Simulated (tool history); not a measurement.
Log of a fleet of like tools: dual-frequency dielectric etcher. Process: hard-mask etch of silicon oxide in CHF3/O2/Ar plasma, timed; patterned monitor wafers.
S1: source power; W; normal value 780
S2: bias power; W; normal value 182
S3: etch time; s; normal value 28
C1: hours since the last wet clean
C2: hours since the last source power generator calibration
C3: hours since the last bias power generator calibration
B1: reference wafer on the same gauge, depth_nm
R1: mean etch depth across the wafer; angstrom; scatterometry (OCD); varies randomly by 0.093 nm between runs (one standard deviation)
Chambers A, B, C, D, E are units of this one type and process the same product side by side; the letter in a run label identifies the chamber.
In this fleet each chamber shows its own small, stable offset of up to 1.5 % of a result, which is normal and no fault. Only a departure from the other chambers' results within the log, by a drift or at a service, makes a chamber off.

run   hour   S1   S2    S3     C1      C2      C3      B1      R1
 1B   10.2  780  182    28  107.7  2882.7  2747.2  52.104  619.09
 2A   18.5  780  182    28  165.3  1045.6   972.3  52.122  612.49
 3C     26  780  182    28  363.9  1045.6  1026.5  52.148   606.5
 4D     32  780  182    28  303.7   113.1  1388.8  52.107  606.25
 5E   41.6  780  201    31  303.6   127.3  1087.4  52.159   699.6
 6E   52.4  780  201    31  314.4   138.1  1098.2  52.139  701.85
 7D   59.7  780  201    31  331.4   140.8  1416.5  52.162  694.91
 8A   67.9  780  201    31  214.7    1095  1021.7  52.175  703.12
 9B   76.1  780  201    31  173.6  2948.6  2813.1  52.185  708.21
10C   82.8  780  182    28  420.7  1102.4  1083.3  52.185  607.69
11B   92.5  780  182    28    190    2965  2829.5  52.209  620.17
12E   98.3  780  182    28  360.3     184  1144.1  52.214  612.36
13C  105.6  780  182    28  443.5  1125.2  1106.1  52.206  609.52
14A  116.3  780  182    28  263.1  1143.4  1070.1  52.208  614.05
15D    122  780  182    28  393.7   203.1  1478.8  52.237   607.4
16D  128.7  610  151    28  400.4   209.8  1485.5   52.27  520.94
17E  134.1  610  151    28  396.1   219.8  1179.9  52.249  524.75
18C  139.7  610  151    28  477.6  1159.3  1140.2  52.252  521.17
19B  149.4  610  151    28  246.9  3021.9  2886.4   52.25  531.78
20A  155.2  610  151    28    302  1182.3    1109  52.271  527.04
21D  161.3  780  182    28    433   242.4  1518.1  52.293  610.08
22B  166.7  780  182    28  264.2  3039.2  2903.7  52.296  621.89
23A  174.5  780  182    28  321.3  1201.6  1128.3  52.298  615.14
24E  180.7  780  182    28  442.7   266.4  1226.5  52.284  614.14
25C  187.7  780  182    28  525.6  1207.3  1188.2  52.285  608.65
     192.3  -- chamber A: wet clean of the chamber
26E  195.3  780  182    28  457.3     281  1241.1  52.299  615.08
27C  200.3  780  182    28  538.2  1219.9  1200.8  52.332   608.8
28A  206.8  780  182    28   14.5  1233.9  1160.6  52.337  615.23
29D  217.4  780  182    28  489.1   298.5  1574.2  52.326  609.39
30B  223.8  780  182    28  321.3  3096.3  2960.8  52.311  622.06
31A  228.9  780  182    28   36.6    1256  1182.7  52.338  615.67
32B  233.7  780  199  23.5  331.2  3106.2  2970.7  52.346  538.14
     237.6  -- chamber D: wet clean of the chamber
33C  244.7  780  199  23.5  582.6  1264.3  1245.2  52.368  527.52
34D  250.2  780  199  23.5   12.7   331.3    1607  52.361  528.14
     254.6  -- chamber E: wet clean of the chamber
35E  259.2  780  199  23.5    4.6   344.9    1305  52.386  533.82
36B    269  780  199  23.5  366.5  3141.5    3006   52.41  539.21
37A  273.9  780  182    28   81.6    1301  1227.7  52.406  616.67
38C  281.4  780  182    28  619.3    1301  1281.9  52.412  611.43
39E  288.8  780  182    28   34.2   374.5  1334.6  52.401  614.46
40D    294  780  182    28   56.5   375.1  1650.8  52.418  611.17

Read the log: is a single chamber off, either drifting away or since a service, is the gauge that measures every chamber drifting, or is nothing wrong beyond small per-chamber offsets? Name any odd chamber and what most likely caused it.

Every chamber seems to shift together because the gauge that measures them all drifts; the chambers themselves are fine.
Likeliest cause: gauge reads high (%) = 0.621.

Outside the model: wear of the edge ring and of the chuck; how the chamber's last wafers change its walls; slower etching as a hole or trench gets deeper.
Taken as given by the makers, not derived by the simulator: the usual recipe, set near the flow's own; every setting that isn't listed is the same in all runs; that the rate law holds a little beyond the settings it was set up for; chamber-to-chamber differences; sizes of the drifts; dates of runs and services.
